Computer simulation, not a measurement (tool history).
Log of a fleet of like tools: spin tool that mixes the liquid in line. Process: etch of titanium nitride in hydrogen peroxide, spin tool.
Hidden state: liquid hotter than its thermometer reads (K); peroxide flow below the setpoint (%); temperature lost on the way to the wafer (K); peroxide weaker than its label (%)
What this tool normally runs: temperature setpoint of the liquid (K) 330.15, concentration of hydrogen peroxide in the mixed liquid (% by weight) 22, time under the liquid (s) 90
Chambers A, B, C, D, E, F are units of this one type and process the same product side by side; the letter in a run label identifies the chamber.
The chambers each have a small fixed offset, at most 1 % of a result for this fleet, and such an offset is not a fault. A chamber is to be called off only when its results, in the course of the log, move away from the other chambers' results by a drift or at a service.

run	hour	temperature setpoint of the liquid (K)	concentration of hydrogen peroxide in the mixed liquid (% by weight)	time under the liquid (s)	hours since the thermometer was replaced	hours since the peroxide flow meter was replaced	hours since the heated supply line was repaired	hours since the drum of peroxide was connected	read-back film thickness of the titanium nitride reference wafer, read on the same gauge (nm)	thickness taken off the titanium nitride on a monitor wafer (nm)
1D	5.4	330.15	22	90	279.2	899.2	669.1	681.8	120	9.069
# hour 6: chamber A: new drum of peroxide connected
2F	12.2	330.15	22	90	817.3	927.9	1269.9	247.8	120.01	9.0174
3A	17.1	330.15	22	90	304.4	931.4	1875.5	11.2	120	8.9393
4C	23.1	330.15	22	90	388.7	385.3	1240.5	436	119.99	8.8606
5E	28.1	330.15	22	90	1830.5	84.3	901.6	114.5	120.02	8.9784
6B	32.1	330.15	22	90	709	974.3	493.3	269.7	119.99	8.9919
7D	38.9	330.15	22	90	312.7	932.7	702.6	715.3	119.93	8.9982
8B	44.2	324.15	22	90	721.1	986.4	505.4	281.8	120.02	5.7738
9C	47.4	324.15	22	90	413	409.6	1264.8	460.3	120.01	5.7879
10F	54.2	324.15	22	90	859.3	969.9	1311.9	289.8	119.97	5.9136
# hour 54.5: chamber D: new drum of peroxide connected
11E	60.9	324.15	22	90	1863.3	117.1	934.4	147.3	120.03	5.9266
12A	65.6	324.15	22	90	352.9	979.9	1924	59.7	119.97	5.8308
13A	72.7	324.15	22	90	360	987	1931.1	66.8	119.96	5.8809
14B	76.9	330.15	22	90	753.8	1019.1	538.1	314.5	120.01	8.7531
# hour 80.3: chamber C: peroxide flow meter replaced
15F	80.6	330.15	28	60	885.7	996.3	1338.3	316.2	120.01	6.2695
16C	86.4	330.15	28	60	452	6.2	1303.8	499.3	120	6.2214
17D	91.8	330.15	28	60	365.6	985.6	755.5	37.3	119.99	6.3784
18E	98.7	330.15	28	60	1901.1	154.9	972.2	185.1	119.97	6.3497
19F	105.3	330.15	28	60	910.4	1021	1363	340.9	119.99	6.3329
20A	109.6	330.15	28	60	396.9	1023.9	1968	103.7	120.02	6.2559
21D	113.6	330.15	22	90	387.4	1007.4	777.3	59.1	120.03	8.9654
22E	117.2	330.15	22	90	1919.6	173.4	990.7	203.6	119.99	8.9286
23C	120.9	330.15	22	90	486.5	40.7	1338.3	533.8	120.01	8.8817
24B	128	330.15	22	90	804.9	1070.2	589.2	365.6	120.03	8.5983
25E	133.8	326.15	22	90	1936.2	190	1007.3	220.2	120.04	6.7923
26D	140.2	326.15	22	90	414	1034	803.9	85.7	120.01	6.8298
# hour 140.6: chamber D: peroxide flow meter replaced
27C	146.8	326.15	22	90	512.4	66.6	1364.2	559.7	119.99	6.7663
28F	151.9	326.15	22	90	957	1067.6	1409.6	387.5	119.99	6.7973
29A	156.2	326.15	22	90	443.5	1070.5	2014.6	150.3	120.01	6.7585
30B	160.9	326.15	22	90	837.8	1103.1	622.1	398.5	120.01	6.3885
31E	165.5	330.15	22	90	1967.9	221.7	1039	251.9	119.98	9.0021
32B	169	330.15	22	90	845.9	1111.2	630.2	406.6	120	8.4926
33D	174	330.15	22	90	447.8	33.5	837.7	119.5	119.97	9.0678
34A	179.3	330.15	22	90	466.6	1093.6	2037.7	173.4	120.02	8.9845
35C	183.3	330.15	17.5	115	548.9	103.1	1400.7	596.2	120.04	10.842
36F	190.1	330.15	17.5	115	995.2	1105.8	1447.8	425.7	120.02	10.976
# hour 192.6: chamber A: peroxide flow meter replaced
37B	193.7	330.15	17.5	115	870.6	1135.9	654.9	431.3	120	10.221
38E	199.6	330.15	17.5	115	2002	255.8	1073.1	286	120.06	10.974
39D	206.2	330.15	17.5	115	480	65.7	869.9	151.7	120.01	11.031
40A	211	330.15	17.5	115	498.3	18.4	2069.4	205.1	119.98	10.977

All chambers now run identical settings, listed one chamber a line with results as question marks. What results will each chamber show?
41A	216.2	330.15	22	90						?
41B	216.2	330.15	22	90						?
41C	216.2	330.15	22	90						?
41D	216.2	330.15	22	90						?
41E	216.2	330.15	22	90						?
41F	216.2	330.15	22	90						?

run	thickness taken off the titanium nitride on a monitor wafer (nm)
41A	8.9291
41B	8.3536
41C	8.9164
41D	8.9692
41E	8.9934
41F	8.9542
